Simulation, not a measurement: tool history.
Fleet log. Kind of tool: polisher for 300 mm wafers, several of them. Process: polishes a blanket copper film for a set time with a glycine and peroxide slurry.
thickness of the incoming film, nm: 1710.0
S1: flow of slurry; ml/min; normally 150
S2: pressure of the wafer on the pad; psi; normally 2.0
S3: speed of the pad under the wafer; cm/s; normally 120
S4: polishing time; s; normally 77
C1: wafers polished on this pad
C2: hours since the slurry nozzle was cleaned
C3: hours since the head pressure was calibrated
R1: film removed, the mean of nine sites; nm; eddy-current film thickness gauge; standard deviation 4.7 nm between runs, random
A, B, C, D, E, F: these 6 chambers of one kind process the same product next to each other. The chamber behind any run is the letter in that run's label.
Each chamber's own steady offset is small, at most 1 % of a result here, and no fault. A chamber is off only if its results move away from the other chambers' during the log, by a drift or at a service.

At hour 0.7: chamber F: worn pad replaced by a new one.
Run 1A, hour 9.9: usual settings; C1 487; C2 66.7; C3 22.9. Result: R1 439.83 nm.
At hour 11.7: chamber D: worn pad replaced by a new one.
Run 2F, hour 23.0: usual settings; C1 189; C2 460.7; C3 560.5. Result: R1 456.37 nm.
Run 3E, hour 32.5: usual settings; C1 537; C2 308.7; C3 256.1. Result: R1 446.86 nm.
At hour 39.0: chamber F: slurry nozzle cleaned.
At hour 45.2: chamber C: worn pad replaced by a new one.
Run 4C, hour 45.7: usual settings; C1 4; C2 509.3; C3 135.7. Result: R1 459.72 nm.
At hour 46.1: chamber F: head pressure recalibrated.
At hour 54.2: chamber E: worn pad replaced by a new one.
Run 5D, hour 55.7: usual settings; C1 372; C2 358.0; C3 661.4. Result: R1 445.09 nm.
Run 6B, hour 62.1: usual settings; C1 545; C2 187.5; C3 687.5. Result: R1 453.18 nm.
Run 7C, hour 69.2: usual settings; C1 203; C2 532.8; C3 159.2. Result: R1 452.43 nm.
Run 8A, hour 79.2: usual settings; C1 1073; C2 136.0; C3 92.2. Result: R1 447.47 nm.
At hour 86.4: chamber D: worn pad replaced by a new one.
Run 9F, hour 93.0: usual settings; C1 781; C2 54.1; C3 47.0. Result: R1 445.18 nm.
At hour 93.3: chamber B: worn pad replaced by a new one.
Run 10B, hour 100.1: usual settings but S1 195 ml/min, S3 136 cm/s; C1 58; C2 225.5; C3 725.5. Result: R1 527.66 nm.
Run 11D, hour 108.9: usual settings but S1 195 ml/min, S3 136 cm/s; C1 190; C2 411.2; C3 714.6. Result: R1 525.34 nm.
Run 12E, hour 119.4: usual settings but S1 195 ml/min, S3 136 cm/s; C1 552; C2 395.6; C3 343.0. Result: R1 516.73 nm.
At hour 124.4: chamber F: worn pad replaced by a new one.
At hour 130.7: chamber E: worn pad replaced by a new one.
Run 13D, hour 132.3: usual settings but S1 195 ml/min, S3 136 cm/s; C1 388; C2 434.6; C3 738.0. Result: R1 516.24 nm.
At hour 142.5: chamber C: worn pad replaced by a new one.
Run 14F, hour 143.6: usual settings but S1 195 ml/min, S3 136 cm/s; C1 162; C2 104.7; C3 97.6. Result: R1 522.33 nm.
At hour 147.2: chamber A: slurry nozzle cleaned.
Run 15A, hour 155.1: usual settings but S1 195 ml/min, S3 136 cm/s; C1 1715; C2 7.9; C3 168.1. Result: R1 506.32 nm.
At hour 163.4: chamber D: worn pad replaced by a new one.
Run 16E, hour 166.2: usual settings; C1 300; C2 442.4; C3 389.8. Result: R1 440.84 nm.
Run 17C, hour 179.0: usual settings; C1 309; C2 642.6; C3 269.0. Result: R1 448.39 nm.
Run 18B, hour 192.1: usual settings; C1 836; C2 317.5; C3 817.5. Result: R1 458.48 nm.
At hour 194.4: chamber E: slurry nozzle cleaned.
Run 19F, hour 203.7: usual settings; C1 671; C2 164.8; C3 157.7. Result: R1 449.71 nm.
At hour 212.3: chamber E: worn pad replaced by a new one.
Run 20A, hour 212.5: usual settings but S2 1.8 psi; C1 2201; C2 65.3; C3 225.5. Result: R1 390.25 nm.
At hour 217.6: chamber B: worn pad replaced by a new one.
Run 21E, hour 221.5: usual settings but S2 1.8 psi; C1 78; C2 27.1; C3 445.1. Result: R1 416.90 nm.
At hour 230.0: chamber D: worn pad replaced by a new one.
Run 22D, hour 233.1: usual settings but S2 1.8 psi; C1 26; C2 535.4; C3 838.8. Result: R1 403.55 nm.
Run 23B, hour 240.0: usual settings but S2 1.8 psi; C1 190; C2 365.4; C3 865.4. Result: R1 420.20 nm.
At hour 241.7: chamber F: worn pad replaced by a new one.
At hour 248.1: chamber C: worn pad replaced by a new one.
Run 24C, hour 252.8: usual settings but S2 1.8 psi; C1 39; C2 716.4; C3 342.8. Result: R1 406.21 nm.
Run 25D, hour 260.3: usual settings but S2 1.8 psi; C1 256; C2 562.6; C3 866.0. Result: R1 412.30 nm.
Run 26B, hour 268.1: usual settings but S1 175 ml/min; C1 428; C2 393.5; C3 893.5. Result: R1 462.73 nm.
Run 27E, hour 275.9: usual settings but S1 175 ml/min; C1 538; C2 81.5; C3 499.5. Result: R1 453.42 nm.
At hour 277.8: chamber C: head pressure recalibrated.
Run 28F, hour 283.2: usual settings but S1 175 ml/min; C1 351; C2 244.3; C3 237.2. Result: R1 463.19 nm.
Run 29A, hour 296.2: usual settings but S1 175 ml/min; C1 2909; C2 149.0; C3 309.2. Result: R1 416.24 nm.
At hour 298.9: chamber E: worn pad replaced by a new one.
At hour 305.2: chamber D: worn pad replaced by a new one.
Run 30C, hour 307.2: usual settings but S1 175 ml/min; C1 500; C2 770.8; C3 29.4. Result: R1 463.24 nm.
Run 31B, hour 315.9: usual settings but S1 175 ml/min; C1 832; C2 441.3; C3 941.3. Result: R1 460.86 nm.
Run 32A, hour 328.6: usual settings; C1 3184; C2 181.4; C3 341.6. Result: R1 408.79 nm.
Run 33F, hour 338.1: usual settings; C1 816; C2 299.2; C3 292.1. Result: R1 448.15 nm.
Run 34C, hour 344.3: usual settings; C1 814; C2 807.9; C3 66.5. Result: R1 448.76 nm.
Run 35E, hour 352.3: usual settings; C1 451; C2 157.9; C3 575.9. Result: R1 444.00 nm.
Run 36D, hour 364.7: usual settings; C1 503; C2 667.0; C3 970.4. Result: R1 446.17 nm.

All 6 chambers run these settings next. Forecast each chamber's results:
Run 37A, hour 374.9: usual settings. Result: R1 ?.
Run 37B, hour 374.9: usual settings. Result: R1 ?.
Run 37C, hour 374.9: usual settings. Result: R1 ?.
Run 37D, hour 374.9: usual settings. Result: R1 ?.
Run 37E, hour 374.9: usual settings. Result: R1 ?.
Run 37F, hour 374.9: usual settings. Result: R1 ?.

run      R1
37A  397.64
37B  455.70
37C  454.21
37D  434.93
37E  453.81
37F  446.55
